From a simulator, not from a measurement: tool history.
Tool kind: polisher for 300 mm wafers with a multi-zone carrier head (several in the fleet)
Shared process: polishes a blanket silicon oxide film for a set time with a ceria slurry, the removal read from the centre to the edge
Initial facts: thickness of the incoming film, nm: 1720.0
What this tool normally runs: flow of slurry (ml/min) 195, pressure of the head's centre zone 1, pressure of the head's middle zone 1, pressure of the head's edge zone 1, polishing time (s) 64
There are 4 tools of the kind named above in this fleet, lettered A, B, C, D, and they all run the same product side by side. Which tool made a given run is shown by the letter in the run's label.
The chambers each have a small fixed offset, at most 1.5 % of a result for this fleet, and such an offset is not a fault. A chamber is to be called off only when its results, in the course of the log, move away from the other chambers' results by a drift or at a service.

run	hour	flow of slurry (ml/min)	pressure of the head's centre zone	pressure of the head's middle zone	pressure of the head's edge zone	polishing time (s)	film removed at the wafer's centre (nm)	film removed at mid-radius (nm)	film removed at the wafer's edge (nm)
# hour 8.1: chamber B: worn pad replaced by a new one
1A	8.7	195	1	1	1	64	314.01	312.65	315.73
2B	13.8	195	1	1	1	64	320.05	318.86	311.71
# hour 14.4: chamber A: edge zone pressure recalibrated
3D	20.5	195	1	1	1	64	313.24	320.95	328.29
4C	27	195	1	1	1	64	314.09	317.56	312.91
5D	34.3	195	1	1	1.06	77	380.45	385.11	392.15
6C	41.1	195	1	1	1.06	77	378.71	383.08	398.76
# hour 41.9: chamber D: worn pad replaced by a new one
7B	47.7	195	1	1	1.06	77	393.73	382.8	395.09
# hour 51.5: chamber C: worn pad replaced by a new one
8A	54.9	195	1	1	1.06	77	383.93	388.09	387.74
9B	62.5	195	1	1	1	64	324.5	320.47	321.96
10C	67.6	195	1	1	1	64	317.58	311.6	309.77
11D	74.1	195	1	1	1	64	321.34	319.81	316.1
12A	79.2	195	1	1	1	64	317.97	316.04	311.97
13A	84.3	195	1	1	1	64	326.4	322.08	330.48
14C	90	230	1	1	1	64	324.74	327.43	322.33
15B	99	230	1	1	1	64	338.48	327.11	323.19
# hour 102.7: chamber A: worn pad replaced by a new one
16D	108	230	1	1	1	64	323.59	332.63	334.19
17B	117.3	230	1	1	1	64	346.49	327.64	317.16
18C	124.5	195	1	1	1	64	317.08	317.56	326
# hour 132: chamber B: edge zone pressure recalibrated
19A	132.5	195	1	1.04	1	64	319.5	324.89	324.74
20D	137.9	195	1	1.04	1	64	315.05	336.77	321.48
# hour 140.8: chamber C: worn pad replaced by a new one
21C	142.9	195	1	1.04	1	64	316.48	329.64	316.44
22A	148.2	195	1	1.04	1	64	316.97	326.66	320.69
# hour 150.4: chamber C: edge zone pressure recalibrated
23B	157.9	195	1	1	1	64	345.31	322.26	317.31
# hour 158.9: chamber C: slurry nozzle cleaned
24D	165.2	195	1	0.9	1	64	320.43	293.81	314.49
# hour 167: chamber B: worn pad replaced by a new one
25A	172.6	195	1	0.9	1	64	315.11	289.71	315.57
26B	182.1	195	1	0.9	1	64	349.14	285.56	317.42
# hour 189.7: chamber D: slurry nozzle cleaned
27C	190.6	195	1	0.9	1	64	312.12	290.79	314.92
# hour 196.8: chamber D: worn pad replaced by a new one
28D	198	195	1	1	1	64	320.96	314.19	317.07
# hour 198.6: chamber C: centre zone pressure recalibrated
29C	206.8	195	1	1	1	64	322.98	320.79	321.13
30A	216.5	195	1	1	1	64	315.34	317.38	318.01
31B	225.5	195	1	1	1	64	356.21	314.49	319.06
32D	230.5	195	1	1	1	64	317.52	324	323.68
33B	235.7	195	1	1	1	64	348.76	317.7	319.79

Predict what each chamber gives when all 4 of them run the settings below next.
34A	243	130	1	1	1	64	?	?	?
34B	243	130	1	1	1	64	?	?	?
34C	243	130	1	1	1	64	?	?	?
34D	243	130	1	1	1	64	?	?	?

run	film removed at the wafer's centre (nm)	film removed at mid-radius (nm)	film removed at the wafer's edge (nm)
34A	288.34	298.67	299.8
34B	330	293.4	300.87
34C	292.89	297.06	306.97
34D	290.6	297.62	302.63
